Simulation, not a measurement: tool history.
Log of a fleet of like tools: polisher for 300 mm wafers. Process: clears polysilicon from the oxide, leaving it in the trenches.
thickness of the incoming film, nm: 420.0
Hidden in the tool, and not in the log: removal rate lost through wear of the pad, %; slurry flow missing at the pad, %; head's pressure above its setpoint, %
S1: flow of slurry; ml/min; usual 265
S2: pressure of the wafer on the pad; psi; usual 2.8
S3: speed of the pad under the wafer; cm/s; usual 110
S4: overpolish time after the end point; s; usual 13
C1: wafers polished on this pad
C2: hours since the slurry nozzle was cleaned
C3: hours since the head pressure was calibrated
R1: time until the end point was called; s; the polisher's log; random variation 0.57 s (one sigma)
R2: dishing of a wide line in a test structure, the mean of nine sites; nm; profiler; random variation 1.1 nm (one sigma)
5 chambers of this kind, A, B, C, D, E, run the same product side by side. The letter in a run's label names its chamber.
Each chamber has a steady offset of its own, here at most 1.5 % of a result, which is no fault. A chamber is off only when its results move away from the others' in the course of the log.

run 1A hour=6.5 | S1=265 S2=2.8 S3=110 S4=13 | C1=505 C2=477.2 C3=1172.2 | R1=30.799 R2=48.821
run 2D hour=14.3 | S1=265 S2=2.8 S3=110 S4=13 | C1=1349 C2=46.3 C3=309.0 | R1=30.661 R2=48.208
-- hour=19.8 chamber C: worn pad replaced by a new one
run 3E hour=20.8 | S1=265 S2=2.8 S3=110 S4=13 | C1=250 C2=289.3 C3=106.6 | R1=31.479 R2=47.294
run 4C hour=27.4 | S1=265 S2=2.8 S3=110 S4=13 | C1=64 C2=158.1 C3=126.1 | R1=32.675 R2=50.150
-- hour=32.2 chamber B: worn pad replaced by a new one
-- hour=35.7 chamber A: head pressure recalibrated
run 5B hour=39.2 | S1=265 S2=2.8 S3=110 S4=13 | C1=59 C2=200.5 C3=108.7 | R1=32.635 R2=50.216
-- hour=40.3 chamber D: worn pad replaced by a new one
run 6A hour=47.2 | S1=265 S2=2.8 S3=110 S4=13 | C1=848 C2=517.9 C3=11.6 | R1=32.243 R2=50.223
run 7B hour=56.9 | S1=185 S2=2.8 S3=92 S4=13 | C1=208 C2=218.2 C3=126.4 | R1=39.596 R2=49.287
run 8D hour=62.9 | S1=185 S2=2.8 S3=92 S4=13 | C1=191 C2=94.9 C3=357.6 | R1=38.733 R2=47.459
run 9C hour=69.1 | S1=185 S2=2.8 S3=92 S4=13 | C1=416 C2=199.8 C3=167.8 | R1=40.980 R2=45.490
-- hour=75.6 chamber A: worn pad replaced by a new one
run 10E hour=78.7 | S1=185 S2=2.8 S3=92 S4=13 | C1=739 C2=347.2 C3=164.5 | R1=40.049 R2=48.570
-- hour=83.4 chamber E: worn pad replaced by a new one
run 11B hour=86.3 | S1=185 S2=2.8 S3=92 S4=13 | C1=457 C2=247.6 C3=155.8 | R1=38.856 R2=46.820
run 12E hour=97.1 | S1=265 S2=2.8 S3=110 S4=13 | C1=115 C2=365.6 C3=182.9 | R1=30.486 R2=49.990
-- hour=104.1 chamber B: slurry nozzle cleaned
run 13D hour=106.6 | S1=265 S2=2.8 S3=110 S4=13 | C1=560 C2=138.6 C3=401.3 | R1=30.541 R2=49.550
run 14A hour=116.4 | S1=265 S2=2.8 S3=110 S4=13 | C1=344 C2=587.1 C3=80.8 | R1=30.877 R2=49.889
run 15C hour=123.2 | S1=265 S2=2.8 S3=110 S4=13 | C1=873 C2=253.9 C3=221.9 | R1=32.376 R2=50.424
-- hour=125.1 chamber C: slurry nozzle cleaned
run 16D hour=132.9 | S1=265 S2=2.8 S3=110 S4=13 | C1=782 C2=164.9 C3=427.6 | R1=30.810 R2=48.058
run 17E hour=143.8 | S1=265 S2=2.8 S3=110 S4=13 | C1=510 C2=412.3 C3=229.6 | R1=31.560 R2=51.229
-- hour=148.3 chamber C: worn pad replaced by a new one
run 18C hour=154.9 | S1=265 S2=2.8 S3=110 S4=13 | C1=55 C2=29.8 C3=253.6 | R1=31.636 R2=50.542
run 19A hour=160.9 | S1=265 S2=2.8 S3=110 S4=13 | C1=720 C2=631.6 C3=125.3 | R1=31.656 R2=49.582
-- hour=164.0 chamber B: worn pad replaced by a new one
run 20B hour=173.7 | S1=265 S2=2.8 S3=110 S4=13 | C1=82 C2=69.6 C3=243.2 | R1=31.720 R2=47.883
run 21E hour=181.5 | S1=330 S2=1.9 S3=110 S4=13 | C1=828 C2=450.0 C3=267.3 | R1=46.097 R2=45.845
run 22B hour=190.2 | S1=330 S2=1.9 S3=110 S4=13 | C1=221 C2=86.1 C3=259.7 | R1=44.684 R2=45.780
-- hour=193.7 chamber D: worn pad replaced by a new one
run 23D hour=198.8 | S1=330 S2=1.9 S3=110 S4=13 | C1=43 C2=230.8 C3=493.5 | R1=45.842 R2=46.212
-- hour=202.0 chamber E: worn pad replaced by a new one
run 24A hour=209.2 | S1=330 S2=1.9 S3=110 S4=13 | C1=1128 C2=679.9 C3=173.6 | R1=46.011 R2=46.681
-- hour=215.7 chamber E: slurry nozzle cleaned
-- hour=217.3 chamber D: slurry nozzle cleaned
run 25C hour=220.6 | S1=330 S2=1.9 S3=110 S4=13 | C1=610 C2=95.5 C3=319.3 | R1=44.359 R2=45.162
-- hour=232.2 chamber A: slurry nozzle cleaned
run 26B hour=232.6 | S1=265 S2=2.8 S3=110 S4=13 | C1=579 C2=128.5 C3=302.1 | R1=32.857 R2=48.565
-- hour=237.6 chamber A: worn pad replaced by a new one
run 27C hour=239.1 | S1=265 S2=2.8 S3=110 S4=13 | C1=767 C2=114.0 C3=337.8 | R1=30.743 R2=49.336
run 28D hour=251.6 | S1=265 S2=2.8 S3=110 S4=13 | C1=489 C2=34.3 C3=546.3 | R1=31.509 R2=49.406
run 29E hour=261.3 | S1=265 S2=2.8 S3=110 S4=13 | C1=501 C2=45.6 C3=347.1 | R1=31.017 R2=52.162
-- hour=272.5 chamber C: worn pad replaced by a new one
run 30A hour=273.2 | S1=265 S2=3.5 S3=110 S4=11 | C1=300 C2=41.1 C3=237.6 | R1=25.499 R2=50.263
run 31B hour=278.8 | S1=265 S2=3.5 S3=110 S4=11 | C1=970 C2=174.7 C3=348.3 | R1=25.420 R2=52.699
run 32A hour=284.4 | S1=265 S2=3.5 S3=110 S4=11 | C1=395 C2=52.3 C3=248.8 | R1=25.499 R2=50.810
run 33C hour=297.3 | S1=265 S2=3.5 S3=110 S4=11 | C1=210 C2=172.2 C3=396.0 | R1=24.748 R2=50.103
run 34E hour=305.2 | S1=265 S2=3.5 S3=110 S4=11 | C1=872 C2=89.5 C3=391.0 | R1=24.834 R2=49.399
run 35D hour=313.7 | S1=265 S2=2.8 S3=110 S4=13 | C1=1013 C2=96.4 C3=608.4 | R1=31.499 R2=47.324

What goes on in this fleet: one chamber off, a drifting gauge, or nothing beyond the chambers' own small offsets? Name the chamber and the cause, if any.

No chamber stands off beyond its own small offset, and the gauge holds steady.
